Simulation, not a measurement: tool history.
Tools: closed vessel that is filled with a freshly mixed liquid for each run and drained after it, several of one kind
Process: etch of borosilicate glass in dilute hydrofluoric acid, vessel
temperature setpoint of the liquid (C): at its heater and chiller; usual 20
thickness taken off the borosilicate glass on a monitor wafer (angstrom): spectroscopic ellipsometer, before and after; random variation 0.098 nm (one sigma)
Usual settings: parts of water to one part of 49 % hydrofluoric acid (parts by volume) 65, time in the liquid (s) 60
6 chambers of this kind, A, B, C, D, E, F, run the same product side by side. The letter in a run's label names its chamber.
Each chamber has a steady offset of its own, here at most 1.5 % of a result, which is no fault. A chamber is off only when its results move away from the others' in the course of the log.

run,hour,temperature setpoint of the liquid (C),parts of water to one part of 49 % hydrofluoric acid (parts by volume),time in the liquid (s),hours since the thermometer was replaced,hours since the hydrofluoric acid flow meter was replaced,"read-back film thickness of the borosilicate glass reference wafer, read on the same gauge (nm)",thickness taken off the borosilicate glass on a monitor wafer (angstrom)
1D,5.3,20,65,60,390.5,2253.9,100.020,229.040
2E,14.8,20,65,60,176.0,198.5,100.010,230.230
3F,20.1,20,65,60,638.7,128.7,100.020,229.510
4C,25.3,20,65,60,47.6,477.8,100.010,228.790
5A,33.4,20,65,60,758.6,509.1,100.020,229.480
6B,40.9,20,65,60,96.3,169.6,99.999,233.220
7C,48.9,17,65,95,71.2,501.4,100.040,317.480
8D,56.0,17,65,95,441.2,2304.6,99.999,320.580
9A,66.1,17,65,95,791.3,541.8,99.984,317.510
10E,72.5,17,65,95,233.7,256.2,99.999,322.430
11F,80.7,17,65,95,699.3,189.3,99.967,323.300
12B,89.3,17,65,95,144.7,218.0,100.010,325.810
13D,94.1,25,40,60,479.3,2342.7,99.994,469.000
14E,101.3,25,40,60,262.5,285.0,100.000,483.770
15C,111.5,25,40,60,133.8,564.0,99.989,470.180
16F,121.6,25,40,60,740.2,230.2,100.010,471.250
17A,130.1,25,40,60,855.3,605.8,99.982,474.960
# hour 137.7: chamber D: hydrofluoric acid flow meter replaced
18B,138.4,25,40,60,193.8,267.1,100.000,485.660
19B,143.9,20,65,60,199.3,272.6,100.010,233.670
20E,150.9,20,65,60,312.1,334.6,99.979,231.090
21A,160.0,20,65,60,885.2,635.7,100.040,229.830
22F,168.6,20,65,60,787.2,277.2,100.020,230.800
23D,173.2,20,65,60,558.4,35.5,99.984,229.570
24C,182.6,20,65,60,204.9,635.1,100.010,224.150
25F,188.5,20,65,60,807.1,297.1,100.020,231.270
26C,194.1,20,85,35,216.4,646.6,99.998,96.411
27B,202.9,20,85,35,258.3,331.6,100.020,101.450
28D,207.3,20,85,35,592.5,69.6,100.020,100.410
# hour 215.1: chamber F: thermometer replaced
29A,217.7,20,85,35,942.9,693.4,100.010,100.180
30E,226.5,20,85,35,387.7,410.2,99.996,99.629
31E,235.0,20,85,35,396.2,418.7,99.992,100.520
32A,243.7,20,65,60,968.9,719.4,99.992,228.170
33C,251.8,20,65,60,274.1,704.3,99.977,218.020
34D,262.2,20,65,60,647.4,124.5,99.991,228.340
35B,271.8,20,65,50,327.2,400.5,100.010,196.120
36F,277.1,20,65,50,62.1,385.7,99.975,191.080

Is one chamber off against the others, does the gauge drift, or is nothing wrong? If a chamber is off, say which, and what the likeliest cause is.

Chamber C drifts away from the others.
Cause: hydrofluoric acid flow below the setpoint (%) = 5.11.
The log may not tell that from: liquid colder than its thermometer reads (K).

Here are 4 candidates for chamber C's next run, each the usual settings with a change, their results left as question marks. Which one brings its results back in line with what the others give on the usual settings?
In line means no further than this from the other chambers' mean on the usual settings: thickness taken off the borosilicate glass on a monitor wafer (angstrom) 3.400
37C-1,284.5,20.5,60,60,,,,?
37C-2,284.5,19.5,65,55,,,,?
37C-3,284.5,21.5,65,60,,,,?
37C-4,284.5,18.5,65,60,,,,?

The other chambers' mean on the usual settings: thickness taken off the borosilicate glass on a monitor wafer (angstrom) 230.460
run,thickness taken off the borosilicate glass on a monitor wafer (angstrom)
37C-1,240.270
37C-2,193.400
37C-3,229.650
37C-4,202.160
37C-3 brings the chamber back in line.
